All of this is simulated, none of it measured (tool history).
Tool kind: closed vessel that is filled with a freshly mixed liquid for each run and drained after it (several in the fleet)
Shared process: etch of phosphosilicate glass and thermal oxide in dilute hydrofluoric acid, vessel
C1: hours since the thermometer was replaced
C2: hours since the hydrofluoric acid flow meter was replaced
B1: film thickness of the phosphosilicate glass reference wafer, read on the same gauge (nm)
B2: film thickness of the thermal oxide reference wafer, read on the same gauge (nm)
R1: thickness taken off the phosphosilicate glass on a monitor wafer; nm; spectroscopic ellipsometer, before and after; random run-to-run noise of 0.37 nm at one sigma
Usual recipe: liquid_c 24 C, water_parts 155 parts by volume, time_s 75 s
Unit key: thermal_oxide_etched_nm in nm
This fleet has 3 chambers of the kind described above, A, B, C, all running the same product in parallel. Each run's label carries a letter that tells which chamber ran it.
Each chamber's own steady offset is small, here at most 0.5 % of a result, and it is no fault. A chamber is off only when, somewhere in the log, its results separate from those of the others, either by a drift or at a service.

Run 1C, hour 8.4: usual settings; C1 177.4; C2 854.1; B1 60.022; B2 99.997. Result: R1 40.397 nm, thermal_oxide_etched_nm 2.1369 nm.
Run 2A, hour 12.2: usual settings; C1 890; C2 1357.8; B1 59.997; B2 99.993. Result: R1 40.134 nm, thermal_oxide_etched_nm 2.1753 nm.
Run 3B, hour 19.8: usual settings; C1 2099.4; C2 681.1; B1 60.009; B2 99.999. Result: R1 40.826 nm, thermal_oxide_etched_nm 2.1571 nm.
Run 4C, hour 28.5: usual settings; C1 197.5; C2 874.2; B1 59.993; B2 100.06. Result: R1 40.013 nm, thermal_oxide_etched_nm 2.1569 nm.
Run 5A, hour 36.3: usual settings; C1 914.1; C2 1381.9; B1 60.011; B2 99.991. Result: R1 40.476 nm, thermal_oxide_etched_nm 2.143 nm.
Run 6B, hour 41.3: usual settings but water_parts 75 parts by volume, time_s 30 s; C1 2120.9; C2 702.6; B1 60.006; B2 99.995. Result: R1 35.996 nm, thermal_oxide_etched_nm 1.956 nm.
Run 7A, hour 46: usual settings but water_parts 75 parts by volume, time_s 30 s; C1 923.8; C2 1391.6; B1 59.989; B2 99.999. Result: R1 36.458 nm, thermal_oxide_etched_nm 1.9458 nm.
Run 8C, hour 54.6: usual settings but water_parts 75 parts by volume, time_s 30 s; C1 223.6; C2 900.3; B1 59.996; B2 100. Result: R1 36.116 nm, thermal_oxide_etched_nm 1.9154 nm.
Run 9B, hour 58.5: usual settings but liquid_c 28 C, water_parts 200 parts by volume; C1 2138.1; C2 719.8; B1 60.017; B2 100.01. Result: R1 34.332 nm, thermal_oxide_etched_nm 1.8109 nm.
Run 10A, hour 65.7: usual settings but liquid_c 28 C, water_parts 200 parts by volume; C1 943.5; C2 1411.3; B1 60.004; B2 100.03. Result: R1 34.897 nm, thermal_oxide_etched_nm 1.8354 nm.
At hour 66.3: chamber C: hydrofluoric acid flow meter replaced.
Run 11B, hour 71.7: usual settings but liquid_c 28 C, water_parts 200 parts by volume; C1 2151.3; C2 733; B1 59.988; B2 99.979. Result: R1 33.827 nm, thermal_oxide_etched_nm 1.8304 nm.
Run 12C, hour 79.2: usual settings but liquid_c 21 C; C1 248.2; C2 12.9; B1 60.014; B2 99.997. Result: R1 35.571 nm, thermal_oxide_etched_nm 1.9229 nm.
Run 13B, hour 87.3: usual settings but liquid_c 21 C; C1 2166.9; C2 748.6; B1 60.013; B2 99.977. Result: R1 34.78 nm, thermal_oxide_etched_nm 1.8893 nm.
Run 14A, hour 95.3: usual settings but liquid_c 21 C; C1 973.1; C2 1440.9; B1 59.991; B2 100.03. Result: R1 36.022 nm, thermal_oxide_etched_nm 1.9834 nm.
Run 15C, hour 102.8: usual settings; C1 271.8; C2 36.5; B1 60.021; B2 100. Result: R1 40.469 nm, thermal_oxide_etched_nm 2.148 nm.
Run 16C, hour 110.5: usual settings; C1 279.5; C2 44.2; B1 59.99; B2 99.995. Result: R1 40.514 nm, thermal_oxide_etched_nm 2.1653 nm.
Run 17A, hour 116.5: usual settings but liquid_c 20 C, time_s 55 s; C1 994.3; C2 1462.1; B1 59.977; B2 100.03. Result: R1 25.021 nm, thermal_oxide_etched_nm 1.3635 nm.
Run 18B, hour 121.4: usual settings but liquid_c 20 C, time_s 55 s; C1 2201; C2 782.7; B1 60.001; B2 99.991. Result: R1 22.826 nm, thermal_oxide_etched_nm 1.2373 nm.
Run 19C, hour 129.1: usual settings but liquid_c 20 C, time_s 55 s; C1 298.1; C2 62.8; B1 59.998; B2 99.994. Result: R1 24.875 nm, thermal_oxide_etched_nm 1.3758 nm.
Run 20A, hour 137.3: usual settings; C1 1015.1; C2 1482.9; B1 60.02; B2 100.02. Result: R1 40.599 nm, thermal_oxide_etched_nm 2.1569 nm.

Is one chamber off against the others, does the gauge drift, or is nothing wrong? If a chamber is off, say which, and what the likeliest cause is.

One chamber, B, drifts off from the rest bit by bit.
Most likely cause: hydrofluoric acid flow below the setpoint (%) = 10.7.

Chamber B could run next with any of the 4 candidate recipes listed below; each alters the usual settings, and their results appear as question marks. Which one brings its results back in line with what the other chambers deliver on the usual settings?
To be in line, a result may differ from the other chambers' mean on the usual settings by at most: R1 1.3 nm; thermal_oxide_etched_nm 0.11 nm
Run 21B-1, hour 143.6: usual settings but water_parts 165 parts by volume, time_s 70 s. Result: R1 ?, thermal_oxide_etched_nm ?.
Run 21B-2, hour 143.6: usual settings but liquid_c 24.5 C, water_parts 140 parts by volume, time_s 85 s. Result: R1 ?, thermal_oxide_etched_nm ?.
Run 21B-3, hour 143.6: usual settings but water_parts 145 parts by volume, time_s 80 s. Result: R1 ?, thermal_oxide_etched_nm ?.
Run 21B-4, hour 143.6: usual settings but liquid_c 23.5 C, water_parts 170 parts by volume, time_s 65 s. Result: R1 ?, thermal_oxide_etched_nm ?.

Mean of the other chambers on the usual settings: R1 40.422 nm; thermal_oxide_etched_nm 2.164 nm
  run      R1  thermal_oxide_etched_nm
21B-1  30.535                   1.6319
21B-2  45.842                     2.45
21B-3  40.635                   2.1717
21B-4  26.866                   1.4358
21B-3 puts the chamber back in line with the other chambers.
